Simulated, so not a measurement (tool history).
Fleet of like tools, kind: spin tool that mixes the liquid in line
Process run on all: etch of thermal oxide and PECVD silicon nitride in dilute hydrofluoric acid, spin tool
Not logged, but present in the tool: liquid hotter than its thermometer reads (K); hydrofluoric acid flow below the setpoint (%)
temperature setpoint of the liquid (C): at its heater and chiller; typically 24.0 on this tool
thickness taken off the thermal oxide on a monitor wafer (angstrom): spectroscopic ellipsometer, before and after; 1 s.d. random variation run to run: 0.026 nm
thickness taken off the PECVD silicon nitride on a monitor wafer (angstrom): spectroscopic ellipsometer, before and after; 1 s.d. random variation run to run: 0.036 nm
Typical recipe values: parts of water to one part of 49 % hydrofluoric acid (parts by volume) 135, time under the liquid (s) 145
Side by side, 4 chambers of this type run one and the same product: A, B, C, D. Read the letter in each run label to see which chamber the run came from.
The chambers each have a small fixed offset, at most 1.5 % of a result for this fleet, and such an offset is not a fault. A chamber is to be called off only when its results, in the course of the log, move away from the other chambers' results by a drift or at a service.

run,day,temperature setpoint of the liquid (C),parts of water to one part of 49 % hydrofluoric acid (parts by volume),time under the liquid (s),hours since the thermometer was replaced,hours since the hydrofluoric acid flow meter was replaced,"read-back film thickness of the thermal oxide reference wafer, read on the same gauge (nm)","read-back film thickness of the PECVD silicon nitride reference wafer, read on the same gauge (nm)",thickness taken off the thermal oxide on a monitor wafer (angstrom),thickness taken off the PECVD silicon nitride on a monitor wafer (angstrom)
1C,0.504,24.0,135,145,247.7,758.5,69.968,120.01,49.740,21.232
2A,1.062,24.0,135,145,779.8,643.3,70.026,120.01,50.027,22.244
3B,1.371,24.0,135,145,557.3,559.0,69.985,120.01,49.532,22.271
4D,1.775,24.0,135,145,975.5,1407.4,69.982,119.98,50.314,21.793
5B,2.058,24.0,135,145,573.8,575.5,70.018,120.00,49.507,21.815
6A,2.621,24.0,135,145,817.2,680.7,70.034,120.02,50.376,22.850
7C,3.171,24.0,135,145,311.7,822.5,69.996,119.99,50.088,21.726
8D,3.621,19.5,170,145,1019.8,1451.7,69.990,120.01,32.270,13.240
9B,3.908,19.5,170,145,618.2,619.9,70.020,119.97,31.757,13.028
10D,4.192,19.5,170,145,1033.5,1465.4,69.992,120.01,32.423,13.016
11A,4.629,19.5,170,145,865.4,728.9,70.026,120.01,32.185,13.087
12C,4.917,24.0,135,145,353.6,864.4,69.979,120.01,49.836,21.409
13D,5.383,24.0,135,145,1062.1,1494.0,70.058,119.98,49.943,23.026
# day 5.708: chamber D: thermometer replaced
14C,5.892,24.0,135,145,377.0,887.8,70.001,120.01,49.594,21.756
15B,6.279,24.0,135,145,675.1,676.8,70.007,120.02,49.383,21.907
16A,6.871,24.0,135,145,919.2,782.7,70.013,120.01,50.396,22.496
17B,7.225,24.0,135,145,697.8,699.5,70.026,120.00,49.607,22.197
18D,7.512,24.0,135,145,43.4,1545.1,69.986,120.01,50.028,22.238
19A,7.883,24.0,135,145,943.5,807.0,69.992,120.02,50.346,22.103
20C,8.358,26.5,135,195,436.2,947.0,70.006,120.01,73.724,33.271
21B,8.646,26.5,135,195,731.9,733.6,70.006,119.98,72.917,34.328
22D,9.167,26.5,135,195,83.1,1584.8,70.009,120.03,74.562,34.654
23C,9.775,26.5,135,195,470.2,981.0,70.015,120.00,73.758,34.475
24A,10.275,24.0,135,145,1000.9,864.4,69.996,119.98,50.052,22.619
25D,10.733,24.0,135,145,120.7,1622.4,69.995,120.04,49.973,22.225
26C,11.304,29.0,135,90,506.9,1017.7,70.019,120.03,37.279,18.572
27B,11.829,29.0,135,90,808.3,810.0,70.032,119.97,37.386,18.802
28A,12.275,29.0,135,90,1048.9,912.4,69.986,119.99,37.529,18.964
29C,12.558,29.0,135,90,537.0,1047.8,69.956,119.97,37.468,18.681
30D,12.888,24.0,135,145,172.4,1674.1,70.010,119.97,50.744,22.152

Which is it: a chamber that has drifted or been left off by a service, a gauge drift common to all chambers, or only each chamber's usual small offset? If a chamber is off, name it and its likeliest cause.

All chambers stay in line apart from their small fixed offsets, and the gauge does not drift.
